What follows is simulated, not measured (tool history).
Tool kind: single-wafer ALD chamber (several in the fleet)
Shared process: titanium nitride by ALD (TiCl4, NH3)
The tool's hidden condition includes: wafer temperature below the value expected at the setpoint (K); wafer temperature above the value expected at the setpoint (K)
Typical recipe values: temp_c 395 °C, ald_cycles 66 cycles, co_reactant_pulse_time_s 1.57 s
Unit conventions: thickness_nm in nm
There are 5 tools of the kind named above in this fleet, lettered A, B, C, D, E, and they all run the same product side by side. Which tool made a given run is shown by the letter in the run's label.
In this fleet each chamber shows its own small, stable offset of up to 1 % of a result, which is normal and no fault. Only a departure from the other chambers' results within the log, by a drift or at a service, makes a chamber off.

run   hour  temp_c  ald_cycles  co_reactant_pulse_time_s  hours since the last thermocouple change  read-back reference wafer on the same gauge, thickness_nm  thickness_nm
 1A    8.9     395          66                      1.57                                     804.2                                                     1.6597        1.4427
 2B   16.1     395          66                      1.57                                    1021.9                                                     1.6593        1.4387
 3E   22.4     395          66                      1.57                                     401.2                                                     1.6597        1.4343
 4D   33.4     395          66                      1.57                                    1518.5                                                     1.6594        1.4427
 5C   41.5     395          66                      1.57                                    1054.6                                                     1.6598        1.4364
 6A     49     395          66                      1.57                                     844.3                                                     1.6592        1.4474
 7B   58.2     395          66                      1.57                                      1064                                                     1.6606        1.4401
 8D   67.5     409          76                      1.57                                    1552.6                                                     1.6603        1.6768
 9E   74.7     409          76                      1.57                                     453.5                                                     1.6601        1.6585
10C   80.5     409          76                      1.57                                    1093.6                                                     1.6596        1.6692
11E   89.3     409          76                      1.57                                     468.1                                                     1.6614        1.6672
12C   95.3     409          76                      1.57                                    1108.4                                                      1.661        1.6675
13D  108.8     395          70                      1.57                                    1593.9                                                     1.6603        1.5237
14A    120     395          70                      1.57                                     915.3                                                     1.6599        1.5279
15B  127.5     395          70                      1.57                                    1133.3                                                     1.6591        1.5248
16D  139.2     395          70                      1.57                                    1624.3                                                     1.6594        1.5278
17B  148.2     395          70                      1.57                                      1154                                                     1.6604         1.528
18A  154.8     395          66                      1.57                                     950.1                                                     1.6593         1.444
19C  161.7     395          66                      1.57                                    1174.8                                                     1.6606        1.4305
     167.9  -- chamber C: thermocouple changed; heater temperature recalibrated
20E  169.1     395          66                      1.57                                     547.9                                                     1.6604        1.4336
21B  179.1     395          66                      1.57                                    1184.9                                                     1.6604        1.4433
22E  186.7     395          66                      1.57                                     565.5                                                     1.6609        1.4352
23C  195.7     395          66                      1.57                                      27.8                                                     1.6596        1.4408
24A  202.2     383          66                      1.57                                     997.5                                                     1.6608        1.4249
25D  209.7     383          66                      1.57                                    1694.8                                                     1.6597        1.4213
26B  222.8     383          66                      1.57                                    1228.6                                                     1.6611        1.4206
27D  232.5     383          66                      1.57                                    1717.6                                                     1.6604        1.4146
28E  239.7     383          66                      1.57                                     618.5                                                     1.6599        1.4138
29A  251.8     395          66                      1.57                                    1047.1                                                      1.659        1.4453
30C    259     395          66                      1.57                                      91.1                                                     1.6598        1.4376
31E  268.8     395          66                      1.57                                     647.6                                                     1.6598        1.4301
32A  280.2     395          66                      1.57                                    1075.5                                                     1.6602        1.4416
33C  291.9     395          66                      1.57                                       124                                                     1.6598        1.4361
34B  297.9     395          74                      1.57                                    1303.7                                                      1.659        1.6163
35D  310.7     395          74                      1.57                                    1795.8                                                     1.6598        1.6111
36D  321.3     395          74                      1.57                                    1806.4                                                     1.6595        1.6139
37B  334.3     395          74                      1.57                                    1340.1                                                     1.6606         1.619
38A  346.8     395          74                      1.57                                    1142.1                                                     1.6608        1.6105
39C  355.6     395          66                      1.57                                     187.7                                                     1.6593        1.4345
40E  365.7     395          71                      1.21                                     744.5                                                     1.6599        1.5191
41B    375     395          71                      1.21                                    1380.8                                                     1.6601        1.5265
42D  387.9     395          71                      1.21                                      1873                                                     1.6596        1.5262
43E    398     395          71                      1.21                                     776.8                                                     1.6598        1.5201
44A    404     395          71                      1.21                                    1199.3                                                     1.6595        1.5318

Is one chamber out of step, is the gauge drifting, or do the chambers differ by no more than their own small offsets? For an off chamber, give its letter and the likeliest cause.

No chamber is off and the gauge is stable; the differences are just each chamber's small, constant offset.

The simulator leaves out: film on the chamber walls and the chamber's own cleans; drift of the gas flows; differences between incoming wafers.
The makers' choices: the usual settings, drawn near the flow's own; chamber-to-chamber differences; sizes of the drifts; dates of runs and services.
